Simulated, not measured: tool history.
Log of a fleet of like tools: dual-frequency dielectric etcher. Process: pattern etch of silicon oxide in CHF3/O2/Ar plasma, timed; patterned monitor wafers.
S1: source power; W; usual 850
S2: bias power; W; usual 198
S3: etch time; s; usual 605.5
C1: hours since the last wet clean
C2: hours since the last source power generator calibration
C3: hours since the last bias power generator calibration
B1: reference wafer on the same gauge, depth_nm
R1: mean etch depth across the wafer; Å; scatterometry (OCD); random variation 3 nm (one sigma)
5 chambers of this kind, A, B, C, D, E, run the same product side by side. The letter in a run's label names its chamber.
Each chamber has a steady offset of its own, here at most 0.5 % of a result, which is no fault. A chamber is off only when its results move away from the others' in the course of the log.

run   hour   S1   S2     S3     C1      C2      C3      B1     R1
 1A   14.3  850  198  605.5  577.3  1461.2  1178.6  1250.4  14242
 2D   25.3  850  198  605.5  212.7  1399.4   260.4  1250.6  14052
 3B   38.9  850  198  605.5  129.5   925.0   791.2  1250.6  14072
 4E   47.6  850  198  605.5  260.0  1172.4  1046.5  1250.6  14021
      55.9  -- chamber C: wet clean of the chamber
 5C   62.0  850  198  605.5    6.2  2275.6  2256.4  1250.5  14170
 6A   77.7  850  198  605.5  640.7  1524.6  1242.0  1250.2  14198
 7E   90.8  850  198  605.5  303.2  1215.6  1089.7  1250.5  13964
 8B  105.5  850  240  605.5  196.1   991.6   857.8  1249.9  14964
 9D  116.2  850  240  605.5  303.6  1490.3   351.3  1251.0  15126
     119.8  -- chamber A: wet clean of the chamber
10C  130.1  850  240  605.5   74.3  2343.7  2324.5  1250.5  15104
11B  145.4  850  240  605.5  236.0  1031.5   897.7  1249.2  14955
12E  156.1  850  240  605.5  368.5  1280.9  1155.0  1249.7  14867
13C  165.6  850  198  605.5  109.8  2379.2  2360.0  1250.5  14175
14D  177.8  680  232  605.5  365.2  1551.9   412.9  1250.8  13665
15A  191.2  680  232  605.5   71.4  1638.1  1355.5  1250.8  13757
     192.6  -- chamber A: bias power generator calibrated
16B  201.5  680  232  605.5  292.1  1087.6   953.8  1250.6  13613
     203.0  -- chamber A: source power generator calibrated
17D  217.1  680  232  605.5  404.5  1591.2   452.2  1249.5  13712
18C  230.1  680  232  605.5  174.3  2443.7  2424.5  1249.9  13740
19A  241.9  850  198  605.5  122.1    38.9    49.4  1250.1  14166
20E  252.2  850  198  605.5  464.6  1377.0  1251.1  1250.1  13783
21B  263.7  850  198  605.5  354.3  1149.8  1016.0  1249.2  14047
22A  273.7  850  198  605.5  153.9    70.7    81.2  1250.2  14129
     274.6  -- chamber B: wet clean of the chamber
     277.1  -- chamber C: bias power generator calibrated
23E  281.2  850  198  605.5  493.6  1406.0  1280.1  1250.4  13816
     282.6  -- chamber D: wet clean of the chamber
24D  293.0  850  198  605.5   10.5  1667.1   528.1  1251.2  14130
25C  302.4  850  151  605.5  246.6  2516.0    25.4  1249.7  12969
26A  311.4  850  151  605.5  191.6   108.4   118.9  1249.5  13023
27D  325.5  850  151  605.5   43.0  1699.6   560.6  1249.5  12903
28C  340.4  850  151  605.5  284.6  2554.0    63.4  1250.5  12958
29E  353.7  850  151  605.5  566.1  1478.5  1352.6  1249.9  12658
30B  366.2  850  198  605.5   91.7  1252.3  1118.5  1250.5  14059
31D  373.4  850  198  605.5   90.9  1747.5   608.5  1249.9  14147
32A  388.4  850  198  605.5  268.6   185.4   195.9  1250.3  14141
33C  398.9  850  198  605.5  343.1  2612.5   121.9  1250.1  14155
34B  413.1  850  198  605.5  138.6  1299.2  1165.4  1250.3  14083
35E  427.3  850  198  605.5  639.7  1552.1  1426.2  1249.5  13641
36A  441.0  850  198  605.5  321.2   238.0   248.5  1250.7  14205

Next, every chamber runs the same settings. What will each give?
37A  452.4  850  198  605.5                   ?
37B  452.4  850  198  605.5                   ?
37C  452.4  850  198  605.5                   ?
37D  452.4  850  198  605.5                   ?
37E  452.4  850  198  605.5                   ?

run     R1
37A  14177
37B  14049
37C  14139
37D  14070
37E  13654
